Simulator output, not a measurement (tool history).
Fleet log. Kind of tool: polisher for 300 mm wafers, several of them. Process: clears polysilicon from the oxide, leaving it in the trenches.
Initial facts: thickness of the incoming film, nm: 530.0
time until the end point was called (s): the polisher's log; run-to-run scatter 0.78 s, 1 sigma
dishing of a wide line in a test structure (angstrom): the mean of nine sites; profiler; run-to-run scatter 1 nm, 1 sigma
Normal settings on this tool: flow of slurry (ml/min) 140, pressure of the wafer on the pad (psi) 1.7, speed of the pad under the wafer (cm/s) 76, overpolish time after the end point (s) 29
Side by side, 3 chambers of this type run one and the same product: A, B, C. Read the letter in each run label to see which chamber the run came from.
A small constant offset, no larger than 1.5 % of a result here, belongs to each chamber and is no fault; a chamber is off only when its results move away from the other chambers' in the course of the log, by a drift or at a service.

| run | hour | flow of slurry (ml/min) | pressure of the wafer on the pad (psi) | speed of the pad under the wafer (cm/s) | overpolish time after the end point (s) | time until the end point was called (s) | dishing of a wide line in a test structure (angstrom) |
|---|---|---|---|---|---|---|---|
| 1C | 3.0 | 140 | 1.7 | 76 | 29 | 72.397 | 578.92 |
| 2B | 7.6 | 140 | 1.7 | 76 | 29 | 73.687 | 578.14 |
| 3A | 10.0 | 140 | 1.7 | 76 | 29 | 74.142 | 545.78 |
| 4A | 13.1 | 140 | 1.7 | 76 | 29 | 74.334 | 561.23 |
| 5B | 17.4 | 140 | 1.7 | 76 | 29 | 72.667 | 552.48 |
| 6C | 22.0 | 165 | 1.7 | 76 | 14 | 71.538 | 495.96 |
| 7A | 25.8 | 165 | 1.7 | 76 | 14 | 74.537 | 481.41 |
| 8C | 28.3 | 165 | 1.7 | 76 | 14 | 71.669 | 497.05 |
| 9B | 31.2 | 140 | 1.7 | 76 | 29 | 73.153 | 550.54 |
|  | 33.7 | chamber B: head pressure recalibrated |
| 10A | 33.7 | 140 | 1.7 | 76 | 29 | 74.464 | 545.32 |
| 11B | 38.4 | 140 | 1.7 | 76 | 29 | 73.137 | 548.40 |
| 12C | 41.0 | 140 | 1.7 | 100 | 17 | 57.162 | 545.92 |
| 13B | 43.5 | 140 | 1.7 | 100 | 17 | 54.897 | 536.30 |
| 14A | 46.9 | 140 | 1.7 | 100 | 17 | 57.041 | 547.06 |
| 15C | 50.2 | 140 | 1.7 | 76 | 29 | 74.481 | 557.24 |
| 16C | 52.8 | 140 | 1.7 | 76 | 29 | 75.281 | 546.85 |
| 17A | 55.2 | 140 | 1.7 | 76 | 29 | 73.160 | 561.78 |
| 18B | 59.0 | 140 | 1.7 | 76 | 29 | 73.513 | 575.43 |
| 19B | 63.1 | 140 | 1.7 | 76 | 29 | 72.832 | 550.38 |
|  | 64.2 | chamber A: worn pad replaced by a new one |
| 20A | 66.1 | 140 | 1.7 | 76 | 29 | 75.996 | 558.88 |
| 21C | 69.6 | 140 | 1.7 | 76 | 29 | 73.434 | 554.41 |
| 22A | 73.2 | 140 | 1.7 | 76 | 29 | 75.235 | 578.22 |
| 23B | 76.9 | 140 | 1.7 | 76 | 29 | 74.147 | 561.47 |
|  | 77.7 | chamber B: worn pad replaced by a new one |
|  | 78.2 | chamber C: worn pad replaced by a new one |
| 24C | 79.0 | 190 | 1.5 | 76 | 29 | 79.752 | 541.15 |
| 25B | 83.6 | 190 | 1.5 | 76 | 29 | 79.347 | 560.06 |
| 26C | 86.2 | 190 | 1.5 | 76 | 29 | 80.732 | 555.66 |
| 27A | 88.3 | 140 | 1.7 | 76 | 29 | 73.532 | 546.75 |
| 28B | 92.5 | 140 | 1.7 | 76 | 29 | 73.313 | 561.95 |
| 29A | 96.3 | 140 | 1.7 | 76 | 29 | 74.096 | 552.66 |
| 30C | 100.0 | 140 | 1.7 | 76 | 29 | 73.127 | 537.35 |
| 31C | 102.9 | 140 | 1.7 | 76 | 29 | 73.164 | 540.83 |
| 32A | 107.3 | 140 | 1.7 | 76 | 29 | 74.095 | 580.31 |
| 33B | 109.9 | 140 | 1.7 | 76 | 29 | 73.145 | 568.26 |
| 34A | 112.3 | 140 | 1.7 | 76 | 29 | 73.451 | 545.73 |
| 35B | 116.8 | 140 | 1.7 | 76 | 29 | 73.624 | 544.23 |
| 36C | 119.1 | 140 | 1.7 | 76 | 14 | 73.503 | 471.32 |

Which is it: a chamber that has drifted or been left off by a service, a gauge drift common to all chambers, or only each chamber's usual small offset? If a chamber is off, name it and its likeliest cause.

Nothing is wrong: each chamber keeps only its own small, steady offset and the gauge holds still.
